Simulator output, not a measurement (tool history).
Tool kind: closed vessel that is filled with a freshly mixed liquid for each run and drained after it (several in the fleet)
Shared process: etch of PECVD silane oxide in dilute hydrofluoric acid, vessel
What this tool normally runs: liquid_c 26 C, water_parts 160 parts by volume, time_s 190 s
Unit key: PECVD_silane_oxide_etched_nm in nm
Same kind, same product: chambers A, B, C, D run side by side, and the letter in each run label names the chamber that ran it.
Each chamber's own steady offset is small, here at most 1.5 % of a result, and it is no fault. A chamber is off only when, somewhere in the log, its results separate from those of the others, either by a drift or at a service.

| run | hour | liquid_c | water_parts | time_s | read-back film thickness of the PECVD silane oxide reference wafer, read on the same gauge (nm) | PECVD_silane_oxide_etched_nm |
|---|---|---|---|---|---|---|
| 1D | 8.2 | 26 | 160 | 190 | 79.992 | 28.281 |
| 2A | 16.2 | 26 | 160 | 190 | 79.993 | 28.755 |
| 3C | 21.4 | 26 | 160 | 190 | 79.996 | 28.94 |
| 4B | 28.5 | 26 | 160 | 190 | 79.999 | 28.678 |
| 5C | 33.9 | 26 | 160 | 190 | 80.006 | 29.252 |
| 6B | 40.6 | 26 | 160 | 190 | 79.99 | 28.477 |
| 7D | 46.9 | 26 | 160 | 190 | 79.998 | 27.951 |
| 8A | 52.8 | 26 | 160 | 190 | 79.993 | 28.936 |
| 9B | 60.6 | 26 | 160 | 190 | 79.987 | 28.511 |
| 10C | 66.6 | 26 | 160 | 190 | 79.996 | 29.266 |
| 11A | 70.5 | 28.5 | 235 | 190 | 80.008 | 19.625 |
| 12D | 75 | 28.5 | 235 | 190 | 80.002 | 18.919 |
| 13C | 81.3 | 28.5 | 235 | 190 | 80.005 | 19.604 |
| 14D | 89.5 | 28.5 | 235 | 190 | 79.99 | 19.212 |
| 15B | 94.6 | 26 | 160 | 190 | 79.999 | 28.445 |
| 16A | 102.6 | 26 | 160 | 190 | 79.999 | 28.271 |
| 17C | 106.3 | 26 | 160 | 190 | 80.009 | 28.633 |
| 18A | 111.1 | 26 | 160 | 255 | 80.011 | 38.872 |
| 19B | 119.5 | 26 | 160 | 255 | 79.993 | 37.935 |
| 20D | 124.4 | 26 | 160 | 255 | 79.991 | 36.192 |
| 21C | 130.3 | 26 | 160 | 255 | 80.009 | 38.996 |
| 22D | 135.2 | 26 | 160 | 190 | 80.015 | 27.234 |
| 23B | 140.4 | 26 | 160 | 190 | 79.972 | 28.625 |
| 24A | 145.4 | 26 | 160 | 190 | 80.009 | 28.489 |
| 25D | 151.1 | 26 | 160 | 190 | 79.983 | 27.153 |
| 26B | 154.8 | 26 | 160 | 190 | 79.992 | 28.467 |
|  | 163 | chamber C: thermometer replaced |
| 27A | 163.2 | 26 | 160 | 190 | 80.005 | 28.853 |
| 28C | 167 | 26 | 160 | 190 | 80.006 | 29.171 |
| 29A | 171.8 | 26 | 160 | 190 | 79.997 | 28.521 |
|  | 175.2 | chamber D: thermometer replaced |
| 30D | 176.6 | 26 | 160 | 190 | 79.981 | 26.239 |
| 31B | 182.6 | 26 | 160 | 190 | 80.008 | 28.466 |
| 32C | 190.4 | 26 | 160 | 190 | 80.003 | 29.02 |
| 33D | 197.1 | 26 | 160 | 190 | 79.988 | 26.183 |
| 34A | 201 | 26 | 160 | 190 | 79.992 | 28.854 |
| 35C | 205.3 | 26 | 160 | 190 | 80.004 | 28.768 |
| 36B | 209.9 | 26 | 160 | 190 | 80.001 | 28.366 |

Does one chamber stand apart from the rest, does the shared gauge drift, or is all well apart from small per-chamber offsets? Give the chamber and the most likely cause, where there is one.

One chamber, D, drifts off from the rest bit by bit.
What lies behind it: hydrofluoric acid flow below the setpoint (%) = 7.66.

Chamber D could run next with any of the 4 candidate recipes listed below; each alters the usual settings, and their results appear as question marks. Which one brings its results back in line with what the other chambers deliver on the usual settings?
In-line tolerance around the mean of the other chambers on the usual settings: PECVD_silane_oxide_etched_nm 0.87 nm
| 37D-1 | 216 | 26 | 165 | 180 |  | ? |
| 37D-2 | 216 | 26 | 160 | 180 |  | ? |
| 37D-3 | 216 | 26 | 155 | 190 |  | ? |
| 37D-4 | 216 | 26 | 155 | 200 |  | ? |

The other chambers' mean on the usual settings: PECVD_silane_oxide_etched_nm 28.673 nm
| run | PECVD_silane_oxide_etched_nm |
|---|---|
| 37D-1 | 23.794 |
| 37D-2 | 24.678 |
| 37D-3 | 27.043 |
| 37D-4 | 28.466 |
Change 37D-4 lands the chamber within the allowed miss of the other chambers.

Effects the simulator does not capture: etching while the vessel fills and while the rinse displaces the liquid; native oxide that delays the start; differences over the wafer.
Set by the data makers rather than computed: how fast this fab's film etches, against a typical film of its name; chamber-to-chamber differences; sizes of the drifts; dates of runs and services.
